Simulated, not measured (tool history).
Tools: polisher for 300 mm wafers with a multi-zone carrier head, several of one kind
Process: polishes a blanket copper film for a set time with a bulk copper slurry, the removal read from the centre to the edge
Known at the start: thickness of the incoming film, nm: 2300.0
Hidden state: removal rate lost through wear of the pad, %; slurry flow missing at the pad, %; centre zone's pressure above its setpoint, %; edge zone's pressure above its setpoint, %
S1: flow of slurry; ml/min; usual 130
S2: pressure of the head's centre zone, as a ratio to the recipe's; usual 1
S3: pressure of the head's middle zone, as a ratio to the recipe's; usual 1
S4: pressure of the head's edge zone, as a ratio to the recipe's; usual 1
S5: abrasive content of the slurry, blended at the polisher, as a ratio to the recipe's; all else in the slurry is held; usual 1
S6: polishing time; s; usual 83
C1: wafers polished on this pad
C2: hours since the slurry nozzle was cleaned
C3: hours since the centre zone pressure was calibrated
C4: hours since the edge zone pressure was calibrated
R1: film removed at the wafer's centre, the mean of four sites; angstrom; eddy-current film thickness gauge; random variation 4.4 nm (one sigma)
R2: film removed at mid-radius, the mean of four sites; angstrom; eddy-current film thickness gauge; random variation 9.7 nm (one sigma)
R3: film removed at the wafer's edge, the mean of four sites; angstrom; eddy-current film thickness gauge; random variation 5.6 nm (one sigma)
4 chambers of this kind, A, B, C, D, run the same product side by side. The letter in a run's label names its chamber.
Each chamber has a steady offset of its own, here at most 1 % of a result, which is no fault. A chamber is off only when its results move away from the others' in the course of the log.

run	hour	S1	S2	S3	S4	S5	S6	C1	C2	C3	C4	R1	R2	R3
1A	5.3	130	1	1	1	1	83	366	346.3	135.3	71.2	6619.3	6512.5	6735.8
# hour 8.2: chamber D: worn pad replaced by a new one
# hour 8.2: chamber C: worn pad replaced by a new one
2D	9.7	130	1	1	1	1	83	16	346	360.6	148.7	6664.5	6919	6666.6
3B	12.4	130	1	1	1	1	83	288	362	263.1	581.2	6760.5	6558.3	6657.6
4C	16	130	1	1	1	1	83	82	835.1	168.4	620.3	6571	6674.2	6631.5
5B	21.3	130	1	1	1	1	83	381	370.9	272	590.1	6642.2	6589	6633.5
6A	26.9	130	1	1	1	1	83	593	367.9	156.9	92.8	6567.2	6473.6	6633.2
7D	31.9	130	1	1	1	1	83	250	368.2	382.8	170.9	6674.5	6758.1	6607.2
8C	36.7	130	1	1	1	1	83	300	855.8	189.1	641	6584.8	6693.1	6568.1
9A	39.5	130	1	1	1	1	83	726	380.5	169.5	105.4	6619.9	6668.8	6594.7
10D	44	130	1	1	1	1	83	377	380.3	394.9	183	6593.7	6695.3	6693.1
# hour 48.4: chamber C: slurry nozzle cleaned
11C	48.6	130	1	1	1	1	83	425	0.3	201	652.9	6580.9	6633.4	6637.9
12B	54	130	1	1	1	1	83	726	403.6	304.7	622.8	6596.5	6698.8	6601.6
13C	59	130	1	1	1	1.25	83	535	10.7	211.4	663.3	6996.5	7184.7	6996
14B	64	130	1	1	1	1.25	83	831	413.6	314.7	632.8	6920.8	7011.2	6976.8
15A	67	130	1	1	1	1.25	83	1015	408	197	132.9	6865.7	7004.5	6960.4
# hour 67.7: chamber D: worn pad replaced by a new one
16D	72.5	130	1	1	1	1.25	83	50	408.8	423.4	211.5	6973.9	6949	6969.3
17C	75.5	130	1	1	1	1	83	708	27.2	227.9	679.8	6612.2	6779.1	6708.3
# hour 77: chamber C: worn pad replaced by a new one
# hour 78.3: chamber B: worn pad replaced by a new one
18B	78.7	130	1	1	1	1	83	5	428.3	329.4	647.5	6648.7	6562.2	6658.3
19D	82.6	130	1	1	1	1	83	157	418.9	433.5	221.6	6675	6689.5	6681.7
# hour 87.1: chamber C: edge zone pressure recalibrated
20A	87.9	130	1	1	1	1	83	1235	428.9	217.9	153.8	6452.8	6458.7	6524.2
21C	92.6	110	1	0.95	1	1	83	164	44.3	245	5.6	6301.1	6131.4	6529.2
22A	97.6	110	1	0.95	1	1	83	1337	438.6	227.6	163.5	6187.7	6000.3	6420.1
23D	102.2	110	1	0.95	1	1	83	363	438.5	453.1	241.2	6365.3	6243.2	6395.6
24B	105.6	110	1	0.95	1	1	83	288	455.2	356.3	674.4	6326.5	6198.2	6511.2
25A	109	130	0.96	1	1	1	83	1457	450	239	174.9	6129	6453.2	6525.3
26C	114.1	130	0.96	1	1	1	83	391	65.8	266.5	27.1	6329.4	6720.7	6670.7
27D	119.6	130	0.96	1	1	1	83	546	455.9	470.5	258.6	6351	6666.5	6774
28B	122.2	130	0.96	1	1	1	83	463	471.8	372.9	691	6335.9	6688.7	6644.3
# hour 123.6: chamber D: worn pad replaced by a new one
29B	127.6	130	1	1	1	1	83	519	477.2	378.3	696.4	6681.5	6572.1	6746.9
30D	132.3	130	1	1	1	1	67	92	468.6	483.2	271.3	5421.2	5305.1	5303.8

What goes on in this fleet: one chamber off, a drifting gauge, or nothing beyond the chambers' own small offsets? Name the chamber and the cause, if any.

Chamber A drifts away from the others.
Cause: removal rate lost through wear of the pad, % = 4.07.
The log may not tell that from: slurry flow missing at the pad, %.

Here are 4 candidates for chamber A's next run, each the usual settings with a change, their results left as question marks. Which one brings its results back in line with what the others give on the usual settings?
In line means no further than this from the other chambers' mean on the usual settings: R1 150 angstrom; R2 340 angstrom; R3 200 angstrom
31A-1	136.3	130	1	1	1	1	80					?	?	?
31A-2	136.3	130	1	1	1	1	90					?	?	?
31A-3	136.3	130	1	0.99	1	1	77					?	?	?
31A-4	136.3	130	1	1	1	1	86					?	?	?

The other chambers' mean on the usual settings: R1 6642.6 angstrom; R2 6662.6 angstrom; R3 6649.5 angstrom
run	R1	R2	R3
31A-1	6169.6	6167.6	6170.4
31A-2	6940.8	6938.5	6941.7
31A-3	5937.8	5881.5	5939.8
31A-4	6632.3	6630.1	6633.1
31A-4 brings the chamber back in line.
